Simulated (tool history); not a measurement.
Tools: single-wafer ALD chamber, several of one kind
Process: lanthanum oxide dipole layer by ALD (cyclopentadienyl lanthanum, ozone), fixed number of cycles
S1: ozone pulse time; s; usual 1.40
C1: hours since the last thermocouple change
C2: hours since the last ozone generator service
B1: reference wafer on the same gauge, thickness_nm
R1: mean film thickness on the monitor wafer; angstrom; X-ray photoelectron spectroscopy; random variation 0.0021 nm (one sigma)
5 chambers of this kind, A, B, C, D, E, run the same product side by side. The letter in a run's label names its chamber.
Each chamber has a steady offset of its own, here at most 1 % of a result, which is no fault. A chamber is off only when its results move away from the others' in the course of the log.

| run | hour | S1 | C1 | C2 | B1 | R1 |
|---|---|---|---|---|---|---|
| 1C | 16.3 | 1.40 | 96.6 | 78.0 | 0.59159 | 5.4629 |
|  | 23.8 | chamber D: ozone generator serviced |
| 2E | 32.3 | 1.40 | 2124.4 | 557.3 | 0.59122 | 5.3644 |
|  | 34.6 | chamber E: thermocouple changed; heater temperature recalibrated |
| 3B | 45.7 | 1.40 | 749.7 | 959.5 | 0.59154 | 5.4489 |
| 4D | 57.7 | 1.40 | 773.3 | 33.9 | 0.59064 | 5.4979 |
| 5A | 66.7 | 1.40 | 1538.7 | 345.0 | 0.59093 | 5.4230 |
| 6C | 77.4 | 1.40 | 157.7 | 139.1 | 0.59103 | 5.4671 |
| 7E | 89.3 | 1.40 | 54.8 | 614.3 | 0.59118 | 5.4100 |
| 8B | 102.5 | 1.08 | 806.5 | 1016.3 | 0.59027 | 5.1044 |
| 9D | 116.8 | 1.08 | 832.4 | 93.0 | 0.59098 | 5.1333 |
| 10A | 128.1 | 1.08 | 1600.1 | 406.4 | 0.59158 | 5.1200 |
| 11E | 135.6 | 1.08 | 101.1 | 660.6 | 0.59124 | 5.0599 |
| 12C | 143.3 | 1.08 | 223.6 | 205.0 | 0.59107 | 5.1086 |
| 13B | 159.2 | 1.40 | 863.2 | 1073.0 | 0.59116 | 5.4072 |
| 14D | 174.8 | 1.40 | 890.4 | 151.0 | 0.59057 | 5.4393 |
| 15A | 183.0 | 1.40 | 1655.0 | 461.3 | 0.59122 | 5.4104 |
| 16D | 195.0 | 1.40 | 910.6 | 171.2 | 0.59131 | 5.4482 |
| 17E | 210.2 | 1.40 | 175.7 | 735.2 | 0.59065 | 5.4112 |
| 18C | 224.0 | 1.40 | 304.3 | 285.7 | 0.59060 | 5.4523 |
|  | 232.5 | chamber A: thermocouple changed; heater temperature recalibrated |
| 19A | 233.1 | 1.40 | 0.7 | 511.4 | 0.59070 | 5.4084 |
| 20B | 248.2 | 1.40 | 952.2 | 1162.0 | 0.59041 | 5.4230 |
| 21A | 257.3 | 1.40 | 24.9 | 535.6 | 0.59121 | 5.4341 |
| 22E | 271.5 | 1.40 | 237.0 | 796.5 | 0.59041 | 5.3762 |
| 23B | 284.0 | 1.40 | 988.0 | 1197.8 | 0.59114 | 5.3827 |
| 24C | 296.0 | 1.74 | 376.3 | 357.7 | 0.59154 | 5.6139 |
| 25D | 312.3 | 1.74 | 1027.9 | 288.5 | 0.59137 | 5.6419 |
| 26B | 326.2 | 1.74 | 1030.2 | 1240.0 | 0.59146 | 5.6137 |
| 27C | 335.1 | 1.74 | 415.4 | 396.8 | 0.59156 | 5.6432 |
| 28E | 345.9 | 1.74 | 311.4 | 870.9 | 0.59078 | 5.5676 |
| 29A | 358.2 | 1.40 | 125.8 | 636.5 | 0.59144 | 5.4208 |
| 30D | 372.4 | 1.40 | 1088.0 | 348.6 | 0.59060 | 5.4842 |
| 31A | 383.1 | 1.40 | 150.7 | 661.4 | 0.59134 | 5.4250 |

What goes on in this fleet: one chamber off, a drifting gauge, or nothing beyond the chambers' own small offsets? Name the chamber and the cause, if any.

No chamber stands off beyond its own small offset, and the gauge holds steady.
